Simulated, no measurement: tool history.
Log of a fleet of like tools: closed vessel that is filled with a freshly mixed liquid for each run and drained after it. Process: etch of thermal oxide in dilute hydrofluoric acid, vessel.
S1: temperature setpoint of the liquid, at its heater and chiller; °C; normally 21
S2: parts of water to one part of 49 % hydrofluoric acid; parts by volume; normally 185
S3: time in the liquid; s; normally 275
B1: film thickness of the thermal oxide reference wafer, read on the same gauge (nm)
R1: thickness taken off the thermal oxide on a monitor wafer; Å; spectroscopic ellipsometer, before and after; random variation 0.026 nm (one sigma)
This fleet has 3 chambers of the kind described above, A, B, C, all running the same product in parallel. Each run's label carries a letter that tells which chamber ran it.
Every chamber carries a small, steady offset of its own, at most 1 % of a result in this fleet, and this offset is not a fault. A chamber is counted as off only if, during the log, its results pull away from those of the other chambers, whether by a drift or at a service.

run 1C hour=7.8 | S1=21 S2=185 S3=275 | B1=140.03 | R1=57.959
run 2A hour=14.9 | S1=21 S2=185 S3=275 | B1=139.96 | R1=56.673
run 3B hour=21.3 | S1=21 S2=185 S3=275 | B1=140.04 | R1=57.743
run 4C hour=30.4 | S1=21 S2=185 S3=275 | B1=139.94 | R1=57.958
-- hour=33.8 chamber A: thermometer replaced
run 5A hour=36.5 | S1=21 S2=185 S3=275 | B1=139.97 | R1=57.059
run 6B hour=47.8 | S1=21 S2=185 S3=160 | B1=139.97 | R1=33.773
run 7C hour=55.9 | S1=21 S2=185 S3=160 | B1=140 | R1=33.597
run 8B hour=66.9 | S1=21 S2=185 S3=160 | B1=139.99 | R1=33.572
run 9A hour=74.4 | S1=21 S2=185 S3=275 | B1=140.03 | R1=57.06
run 10A hour=83.5 | S1=21 S2=185 S3=275 | B1=140.03 | R1=57.928
run 11C hour=92.7 | S1=21 S2=185 S3=275 | B1=140.05 | R1=57.753
run 12B hour=101.3 | S1=21 S2=185 S3=275 | B1=140.03 | R1=58.184
run 13A hour=110.7 | S1=21 S2=185 S3=275 | B1=139.96 | R1=56.892
run 14B hour=122.3 | S1=21 S2=185 S3=275 | B1=140.05 | R1=58.332
run 15C hour=130.3 | S1=21 S2=185 S3=275 | B1=140.05 | R1=58.199
run 16A hour=137.7 | S1=21 S2=185 S3=275 | B1=140.05 | R1=57.237
run 17C hour=145.1 | S1=21 S2=185 S3=275 | B1=139.99 | R1=58.422
run 18B hour=154.4 | S1=21 S2=185 S3=275 | B1=140.01 | R1=58.008
run 19C hour=164.5 | S1=21 S2=185 S3=275 | B1=140.05 | R1=58.942
run 20A hour=172.9 | S1=21 S2=185 S3=275 | B1=140.06 | R1=57.63
run 21B hour=184.6 | S1=21 S2=185 S3=275 | B1=140.01 | R1=57.55
run 22A hour=190.3 | S1=21 S2=185 S3=275 | B1=139.98 | R1=56.973
run 23C hour=196.6 | S1=21 S2=185 S3=275 | B1=140.02 | R1=58.72
run 24B hour=208.4 | S1=21 S2=185 S3=275 | B1=139.97 | R1=58.552
run 25B hour=220.1 | S1=21 S2=185 S3=275 | B1=139.99 | R1=57.61
run 26C hour=230.6 | S1=21 S2=185 S3=275 | B1=139.99 | R1=59.372
run 27A hour=236.3 | S1=21 S2=185 S3=275 | B1=140.04 | R1=57.489
run 28C hour=241.7 | S1=21 S2=185 S3=275 | B1=139.97 | R1=60.245
run 29B hour=247.5 | S1=18 S2=260 S3=275 | B1=139.97 | R1=34.621
run 30A hour=257.2 | S1=18 S2=260 S3=275 | B1=140.02 | R1=34.17

Is one chamber off against the others, does the gauge drift, or is nothing wrong? If a chamber is off, say which, and what the likeliest cause is.

One chamber, C, drifts off from the rest bit by bit.
What lies behind it: liquid hotter than its thermometer reads (K) = 1.07.
With only this log, it may be confused with: hydrofluoric acid flow above the setpoint (%).

Chamber C could run next with any of the 4 candidate recipes listed below; each alters the usual settings, and their results appear as question marks. Which one brings its results back in line with what the other chambers deliver on the usual settings?
Counts as in line when no further than this from what the other chambers average on the usual settings: R1 0.92 Å
run 31C-1 hour=265.7 | S1=21 S2=180 S3=285 | R1=?
run 31C-2 hour=265.7 | S1=19 S2=185 S3=275 | R1=?
run 31C-3 hour=265.7 | S1=21 S2=185 S3=265 | R1=?
run 31C-4 hour=265.7 | S1=22 S2=185 S3=275 | R1=?

Other chambers, usual settings, mean: R1 57.694 Å
run=31C-1 R1=64.41
run=31C-2 R1=55.646
run=31C-3 R1=57.939
run=31C-4 R1=62.449
With 31C-3, the chamber falls back in line with the rest.

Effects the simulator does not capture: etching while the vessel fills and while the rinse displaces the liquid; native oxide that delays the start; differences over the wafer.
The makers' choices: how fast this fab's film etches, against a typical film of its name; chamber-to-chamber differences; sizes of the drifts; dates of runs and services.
